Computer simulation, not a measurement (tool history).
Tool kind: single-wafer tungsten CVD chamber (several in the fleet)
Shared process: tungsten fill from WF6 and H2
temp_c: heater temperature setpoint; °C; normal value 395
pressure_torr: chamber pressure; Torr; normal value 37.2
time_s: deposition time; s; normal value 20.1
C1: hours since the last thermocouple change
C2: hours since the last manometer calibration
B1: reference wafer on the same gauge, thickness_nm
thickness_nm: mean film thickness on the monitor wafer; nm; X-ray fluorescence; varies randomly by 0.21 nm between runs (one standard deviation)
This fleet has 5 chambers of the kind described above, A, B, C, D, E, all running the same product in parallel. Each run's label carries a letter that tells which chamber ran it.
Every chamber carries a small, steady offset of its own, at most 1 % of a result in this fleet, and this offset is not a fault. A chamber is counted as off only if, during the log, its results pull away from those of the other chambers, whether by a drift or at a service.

Run 1A, hour 3.0: usual settings; C1 1921.2; C2 1128.2; B1 62.114. Result: thickness_nm 59.113 nm.
Run 2C, hour 5.9: usual settings; C1 346.3; C2 2055.2; B1 62.122. Result: thickness_nm 58.721 nm.
Run 3E, hour 9.1: usual settings; C1 1956.8; C2 731.2; B1 62.085. Result: thickness_nm 58.426 nm.
Run 4D, hour 14.3: usual settings; C1 688.0; C2 1132.2; B1 62.120. Result: thickness_nm 59.695 nm.
Run 5B, hour 19.6: usual settings; C1 1232.9; C2 1164.0; B1 62.132. Result: thickness_nm 58.503 nm.
Run 6E, hour 23.7: usual settings but temp_c 388 °C; C1 1971.4; C2 745.8; B1 62.100. Result: thickness_nm 50.914 nm.
Run 7D, hour 28.3: usual settings but temp_c 388 °C; C1 702.0; C2 1146.2; B1 62.125. Result: thickness_nm 52.227 nm.
Run 8B, hour 34.0: usual settings but temp_c 388 °C; C1 1247.3; C2 1178.4; B1 62.041. Result: thickness_nm 51.423 nm.
Run 9A, hour 37.9: usual settings but temp_c 388 °C; C1 1956.1; C2 1163.1; B1 62.082. Result: thickness_nm 51.462 nm.
Run 10C, hour 41.2: usual settings but temp_c 388 °C; C1 381.6; C2 2090.5; B1 62.100. Result: thickness_nm 51.349 nm.
Run 11C, hour 47.0: usual settings; C1 387.4; C2 2096.3; B1 62.137. Result: thickness_nm 58.650 nm.
Run 12B, hour 52.2: usual settings; C1 1265.5; C2 1196.6; B1 62.125. Result: thickness_nm 58.803 nm.
Run 13A, hour 55.7: usual settings; C1 1973.9; C2 1180.9; B1 62.136. Result: thickness_nm 58.957 nm.
Run 14E, hour 59.5: usual settings but temp_c 407 °C, pressure_torr 44.7 Torr; C1 2007.2; C2 781.6; B1 62.127. Result: thickness_nm 78.975 nm.
Run 15D, hour 63.1: usual settings but temp_c 407 °C, pressure_torr 44.7 Torr; C1 736.8; C2 1181.0; B1 62.093. Result: thickness_nm 80.157 nm.
Run 16C, hour 66.5: usual settings but temp_c 407 °C, pressure_torr 44.7 Torr; C1 406.9; C2 2115.8; B1 62.075. Result: thickness_nm 79.462 nm.
Run 17A, hour 71.6: usual settings but temp_c 407 °C, pressure_torr 44.7 Torr; C1 1989.8; C2 1196.8; B1 62.076. Result: thickness_nm 79.622 nm.
Run 18E, hour 75.3: usual settings but temp_c 407 °C, pressure_torr 44.7 Torr; C1 2023.0; C2 797.4; B1 62.060. Result: thickness_nm 79.458 nm.
Run 19D, hour 78.5: usual settings; C1 752.2; C2 1196.4; B1 62.186. Result: thickness_nm 59.215 nm.
Run 20B, hour 83.1: usual settings; C1 1296.4; C2 1227.5; B1 62.061. Result: thickness_nm 58.143 nm.
Run 21A, hour 86.9: usual settings but pressure_torr 42.1 Torr; C1 2005.1; C2 1212.1; B1 62.152. Result: thickness_nm 62.261 nm.
Run 22D, hour 91.1: usual settings but pressure_torr 42.1 Torr; C1 764.8; C2 1209.0; B1 62.029. Result: thickness_nm 62.924 nm.
Run 23E, hour 96.7: usual settings but pressure_torr 42.1 Torr; C1 2044.4; C2 818.8; B1 62.098. Result: thickness_nm 61.935 nm.
Run 24B, hour 101.7: usual settings but pressure_torr 42.1 Torr; C1 1315.0; C2 1246.1; B1 62.070. Result: thickness_nm 62.073 nm.
Run 25C, hour 105.3: usual settings but pressure_torr 42.1 Torr; C1 445.7; C2 2154.6; B1 62.147. Result: thickness_nm 62.362 nm.
Run 26A, hour 108.7: usual settings; C1 2026.9; C2 1233.9; B1 62.109. Result: thickness_nm 58.512 nm.
Run 27C, hour 113.2: usual settings; C1 453.6; C2 2162.5; B1 62.008. Result: thickness_nm 58.772 nm.
Run 28B, hour 117.6: usual settings but temp_c 400 °C; C1 1330.9; C2 1262.0; B1 62.076. Result: thickness_nm 64.058 nm.
Run 29E, hour 122.8: usual settings but temp_c 400 °C; C1 2070.5; C2 844.9; B1 62.072. Result: thickness_nm 64.046 nm.
Run 30D, hour 125.8: usual settings but temp_c 400 °C; C1 799.5; C2 1243.7; B1 62.105. Result: thickness_nm 65.154 nm.
Run 31C, hour 129.9: usual settings but temp_c 400 °C; C1 470.3; C2 2179.2; B1 62.112. Result: thickness_nm 64.487 nm.
Run 32A, hour 133.0: usual settings but temp_c 400 °C; C1 2051.2; C2 1258.2; B1 62.087. Result: thickness_nm 64.784 nm.
Run 33E, hour 138.5: usual settings but time_s 22.0 s; C1 2086.2; C2 860.6; B1 62.052. Result: thickness_nm 63.671 nm.
Run 34B, hour 141.8: usual settings but time_s 22.0 s; C1 1355.1; C2 1286.2; B1 62.126. Result: thickness_nm 63.769 nm.
Run 35D, hour 147.0: usual settings but time_s 22.0 s; C1 820.7; C2 1264.9; B1 62.122. Result: thickness_nm 64.909 nm.

All 5 chambers run these settings next. Forecast each chamber's results:
Run 36A, hour 151.1: usual settings. Result: thickness_nm ?.
Run 36B, hour 151.1: usual settings. Result: thickness_nm ?.
Run 36C, hour 151.1: usual settings. Result: thickness_nm ?.
Run 36D, hour 151.1: usual settings. Result: thickness_nm ?.
Run 36E, hour 151.1: usual settings. Result: thickness_nm ?.

run  thickness_nm
36A        59.063
36B        58.440
36C        58.831
36D        58.890
36E        58.343
